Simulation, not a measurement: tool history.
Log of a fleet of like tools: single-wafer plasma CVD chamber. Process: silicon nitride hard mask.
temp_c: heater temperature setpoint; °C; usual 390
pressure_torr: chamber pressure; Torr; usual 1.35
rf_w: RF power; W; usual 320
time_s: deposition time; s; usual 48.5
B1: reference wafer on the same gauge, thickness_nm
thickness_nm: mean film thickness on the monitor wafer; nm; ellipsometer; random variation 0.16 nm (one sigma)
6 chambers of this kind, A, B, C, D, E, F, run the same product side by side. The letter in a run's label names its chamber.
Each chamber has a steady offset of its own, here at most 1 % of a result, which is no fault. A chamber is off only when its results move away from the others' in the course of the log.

run 1A hour=11.0 | temp_c=390 pressure_torr=1.35 rf_w=320 time_s=48.5 | B1=44.703 | thickness_nm=56.025
run 2F hour=19.0 | temp_c=390 pressure_torr=1.35 rf_w=320 time_s=48.5 | B1=44.734 | thickness_nm=55.605
-- hour=29.3 chamber A: thermocouple changed; heater temperature recalibrated
run 3D hour=29.8 | temp_c=390 pressure_torr=1.35 rf_w=320 time_s=48.5 | B1=44.731 | thickness_nm=55.650
run 4E hour=36.3 | temp_c=390 pressure_torr=1.35 rf_w=320 time_s=48.5 | B1=44.706 | thickness_nm=56.234
run 5C hour=50.4 | temp_c=390 pressure_torr=1.35 rf_w=320 time_s=48.5 | B1=44.699 | thickness_nm=55.401
run 6B hour=60.6 | temp_c=376 pressure_torr=1.35 rf_w=320 time_s=56.6 | B1=44.741 | thickness_nm=65.202
run 7B hour=68.0 | temp_c=376 pressure_torr=1.35 rf_w=320 time_s=56.6 | B1=44.695 | thickness_nm=65.246
run 8F hour=76.5 | temp_c=376 pressure_torr=1.35 rf_w=320 time_s=56.6 | B1=44.680 | thickness_nm=65.431
run 9A hour=83.4 | temp_c=376 pressure_torr=1.35 rf_w=320 time_s=56.6 | B1=44.709 | thickness_nm=65.622
run 10D hour=93.1 | temp_c=376 pressure_torr=1.35 rf_w=320 time_s=56.6 | B1=44.702 | thickness_nm=65.553
run 11E hour=103.6 | temp_c=376 pressure_torr=1.35 rf_w=320 time_s=56.6 | B1=44.670 | thickness_nm=65.452
run 12C hour=112.8 | temp_c=390 pressure_torr=1.35 rf_w=320 time_s=48.5 | B1=44.726 | thickness_nm=55.407
run 13A hour=126.9 | temp_c=390 pressure_torr=1.35 rf_w=320 time_s=48.5 | B1=44.712 | thickness_nm=55.813
run 14B hour=133.3 | temp_c=390 pressure_torr=1.55 rf_w=320 time_s=42.6 | B1=44.689 | thickness_nm=51.001
run 15E hour=146.5 | temp_c=390 pressure_torr=1.55 rf_w=320 time_s=42.6 | B1=44.714 | thickness_nm=51.248
run 16C hour=155.1 | temp_c=390 pressure_torr=1.55 rf_w=320 time_s=42.6 | B1=44.715 | thickness_nm=50.545
run 17F hour=163.5 | temp_c=390 pressure_torr=1.55 rf_w=320 time_s=42.6 | B1=44.671 | thickness_nm=51.054
run 18D hour=175.4 | temp_c=390 pressure_torr=1.55 rf_w=320 time_s=42.6 | B1=44.735 | thickness_nm=50.943
run 19D hour=184.6 | temp_c=390 pressure_torr=1.55 rf_w=320 time_s=42.6 | B1=44.681 | thickness_nm=50.808
run 20A hour=196.3 | temp_c=390 pressure_torr=1.35 rf_w=265 time_s=57.4 | B1=44.710 | thickness_nm=58.538
run 21E hour=208.8 | temp_c=390 pressure_torr=1.35 rf_w=265 time_s=57.4 | B1=44.680 | thickness_nm=58.330
run 22B hour=219.3 | temp_c=390 pressure_torr=1.35 rf_w=265 time_s=57.4 | B1=44.675 | thickness_nm=57.883
-- hour=219.7 chamber C: capacitance manometer re-zeroed and calibrated
run 23C hour=231.4 | temp_c=390 pressure_torr=1.35 rf_w=265 time_s=57.4 | B1=44.704 | thickness_nm=56.749
run 24F hour=243.7 | temp_c=390 pressure_torr=1.35 rf_w=265 time_s=57.4 | B1=44.714 | thickness_nm=57.981
run 25B hour=250.0 | temp_c=390 pressure_torr=1.35 rf_w=265 time_s=57.4 | B1=44.708 | thickness_nm=57.927
-- hour=254.4 chamber D: thermocouple changed; heater temperature recalibrated
run 26A hour=260.9 | temp_c=390 pressure_torr=1.35 rf_w=320 time_s=48.5 | B1=44.679 | thickness_nm=55.807
run 27F hour=267.6 | temp_c=390 pressure_torr=1.35 rf_w=320 time_s=48.5 | B1=44.706 | thickness_nm=55.122
run 28C hour=281.4 | temp_c=390 pressure_torr=1.35 rf_w=320 time_s=48.5 | B1=44.691 | thickness_nm=53.871
-- hour=282.0 chamber A: RF generator calibrated
run 29D hour=293.5 | temp_c=390 pressure_torr=1.35 rf_w=320 time_s=48.5 | B1=44.703 | thickness_nm=55.622
run 30E hour=300.8 | temp_c=390 pressure_torr=1.35 rf_w=320 time_s=48.5 | B1=44.728 | thickness_nm=56.042
run 31C hour=310.5 | temp_c=390 pressure_torr=1.35 rf_w=320 time_s=48.5 | B1=44.701 | thickness_nm=53.708
run 32B hour=318.3 | temp_c=390 pressure_torr=1.35 rf_w=320 time_s=48.5 | B1=44.729 | thickness_nm=55.749
run 33D hour=329.1 | temp_c=390 pressure_torr=1.35 rf_w=320 time_s=48.5 | B1=44.702 | thickness_nm=55.618
run 34E hour=337.2 | temp_c=390 pressure_torr=1.35 rf_w=320 time_s=48.5 | B1=44.686 | thickness_nm=55.902
run 35F hour=345.2 | temp_c=390 pressure_torr=1.35 rf_w=320 time_s=48.5 | B1=44.657 | thickness_nm=55.370
run 36A hour=354.4 | temp_c=390 pressure_torr=1.35 rf_w=320 time_s=48.5 | B1=44.712 | thickness_nm=55.920
run 37E hour=367.4 | temp_c=390 pressure_torr=1.35 rf_w=320 time_s=48.5 | B1=44.669 | thickness_nm=55.890

Next, every chamber runs the same settings. What will each give?
run 38A hour=377.5 | temp_c=390 pressure_torr=1.35 rf_w=320 time_s=48.5 | thickness_nm=?
run 38B hour=377.5 | temp_c=390 pressure_torr=1.35 rf_w=320 time_s=48.5 | thickness_nm=?
run 38C hour=377.5 | temp_c=390 pressure_torr=1.35 rf_w=320 time_s=48.5 | thickness_nm=?
run 38D hour=377.5 | temp_c=390 pressure_torr=1.35 rf_w=320 time_s=48.5 | thickness_nm=?
run 38E hour=377.5 | temp_c=390 pressure_torr=1.35 rf_w=320 time_s=48.5 | thickness_nm=?
run 38F hour=377.5 | temp_c=390 pressure_torr=1.35 rf_w=320 time_s=48.5 | thickness_nm=?

run=38A thickness_nm=55.976
run=38B thickness_nm=55.576
run=38C thickness_nm=53.472
run=38D thickness_nm=55.345
run=38E thickness_nm=55.894
run=38F thickness_nm=55.367
